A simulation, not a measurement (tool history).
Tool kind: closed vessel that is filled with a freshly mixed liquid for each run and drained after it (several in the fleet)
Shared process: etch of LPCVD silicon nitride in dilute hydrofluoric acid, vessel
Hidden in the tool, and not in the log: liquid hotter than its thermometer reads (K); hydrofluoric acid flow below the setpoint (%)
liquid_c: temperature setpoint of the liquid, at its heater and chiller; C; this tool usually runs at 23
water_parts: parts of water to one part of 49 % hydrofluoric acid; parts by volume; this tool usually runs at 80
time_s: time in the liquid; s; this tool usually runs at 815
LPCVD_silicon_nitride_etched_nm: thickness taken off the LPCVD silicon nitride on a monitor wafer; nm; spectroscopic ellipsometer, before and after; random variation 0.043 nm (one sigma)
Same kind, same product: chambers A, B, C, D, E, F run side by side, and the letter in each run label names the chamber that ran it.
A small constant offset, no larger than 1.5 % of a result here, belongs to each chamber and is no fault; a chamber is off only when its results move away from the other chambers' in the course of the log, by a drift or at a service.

run   hour  liquid_c  water_parts  time_s  hours since the thermometer was replaced  hours since the hydrofluoric acid flow meter was replaced  read-back film thickness of the LPCVD silicon nitride reference wafer, read on the same gauge (nm)  LPCVD_silicon_nitride_etched_nm
 1C    6.2        23           80     815                                     121.8                                                      261.9                                                                                               99.96                           4.8216
 2A   14.5        23           80     815                                     670.7                                                      556.4                                                                                              100.01                           4.7904
 3F   23.6        23           80     815                                     411.5                                                      726.3                                                                                              99.978                           4.7621
 4E     33        23           80     815                                     309.8                                                     1376.7                                                                                               99.98                           4.8345
 5B   46.2        23           80     815                                     735.5                                                      365.5                                                                                              99.987                           4.7716
      56.3  -- chamber E: hydrofluoric acid flow meter replaced
 6D   58.5        23           80     815                                     126.7                                                        504                                                                                              99.991                           4.8483
 7D   69.6        23           80     815                                     137.8                                                      515.1                                                                                              100.01                            4.857
 8C   83.4        23           80     815                                       199                                                      339.1                                                                                              100.01                           4.9088
 9E   96.7        23           80     815                                     373.5                                                       40.4                                                                                              100.02                           4.7711
10B  107.2        23           80     815                                     796.5                                                      426.5                                                                                              100.06                           4.8458
11A  120.6        23           80     815                                     776.8                                                      662.5                                                                                               99.97                           4.7606
12F  133.7        23           80     815                                     521.6                                                      836.4                                                                                              99.934                           4.6967
13B    140        23           80     815                                     829.3                                                      459.3                                                                                              100.01                            4.797
14D  150.7        23           80     815                                     218.9                                                      596.2                                                                                              99.996                           4.8203
15C  157.5        23           80     815                                     273.1                                                      413.2                                                                                              99.987                           4.8324
16E  167.3        23           80     815                                     444.1                                                        111                                                                                              100.02                           4.8344
     172.9  -- chamber A: hydrofluoric acid flow meter replaced
17A  180.6        23           80     815                                     836.8                                                        7.8                                                                                               99.99                           4.8467
18F  192.5        23           80     815                                     580.4                                                      895.2                                                                                              99.965                           4.6665
19B    206        23           80     815                                     895.3                                                      525.3                                                                                              99.998                           4.7849
20F  214.7        23           80     815                                     602.6                                                      917.4                                                                                              99.997                           4.6108
21D  222.6        23           80     815                                     290.8                                                      668.1                                                                                              100.02                           4.8378
22A  234.1        23           80     815                                     890.3                                                       61.3                                                                                              99.947                           4.7597
23E  241.8        23           80     815                                     518.6                                                      185.5                                                                                              99.994                           4.8249
24C    250      19.5           80    1250                                     365.6                                                      505.7                                                                                              99.977                           5.8981
25B  260.3      19.5           80    1250                                     949.6                                                      579.6                                                                                                 100                           5.8191
     273.9  -- chamber E: thermometer replaced
26E  273.9      19.5           80    1250                                       0.1                                                      217.6                                                                                              99.978                           5.7638
27D  286.7      19.5           80    1250                                     354.9                                                      732.2                                                                                              99.976                           5.7296
28A  299.1      19.5           80    1250                                     955.3                                                      126.3                                                                                              99.987                           5.8496
29C  307.8      19.5           80    1250                                     423.4                                                      563.5                                                                                              100.02                           5.7554
30F  320.1        23           80     815                                       708                                                     1022.8                                                                                              99.995                           4.5324
31D  331.9        23           60     815                                     400.1                                                      777.4                                                                                              99.981                           6.4371
32B  343.7        23           60     815                                      1033                                                        663                                                                                              99.992                           6.3021
33F  353.9        23           60     815                                     741.8                                                     1056.6                                                                                              100.01                           5.8832
34A  360.1        23           60     815                                    1016.3                                                      187.3                                                                                              100.01                           6.4664
35E  371.6        23           60     815                                      97.8                                                      315.3                                                                                              99.934                            6.443
36C  385.5        23           60     815                                     501.1                                                      641.2                                                                                              100.03                           6.4041
37C  391.6        23           80     815                                     507.2                                                      647.3                                                                                              99.982                            4.852

The same settings go to every chamber for the next run, one line per chamber below. Forecast the results for each:
38A  401.6        23           80     815                                                                                                                                                                                                                                         ?
38B  401.6        23           80     815                                                                                                                                                                                                                                         ?
38C  401.6        23           80     815                                                                                                                                                                                                                                         ?
38D  401.6        23           80     815                                                                                                                                                                                                                                         ?
38E  401.6        23           80     815                                                                                                                                                                                                                                         ?
38F  401.6        23           80     815                                                                                                                                                                                                                                         ?

run  LPCVD_silicon_nitride_etched_nm
38A                           4.8481
38B                            4.769
38C                           4.8347
38D                           4.8584
38E                           4.8062
38F                           4.4625
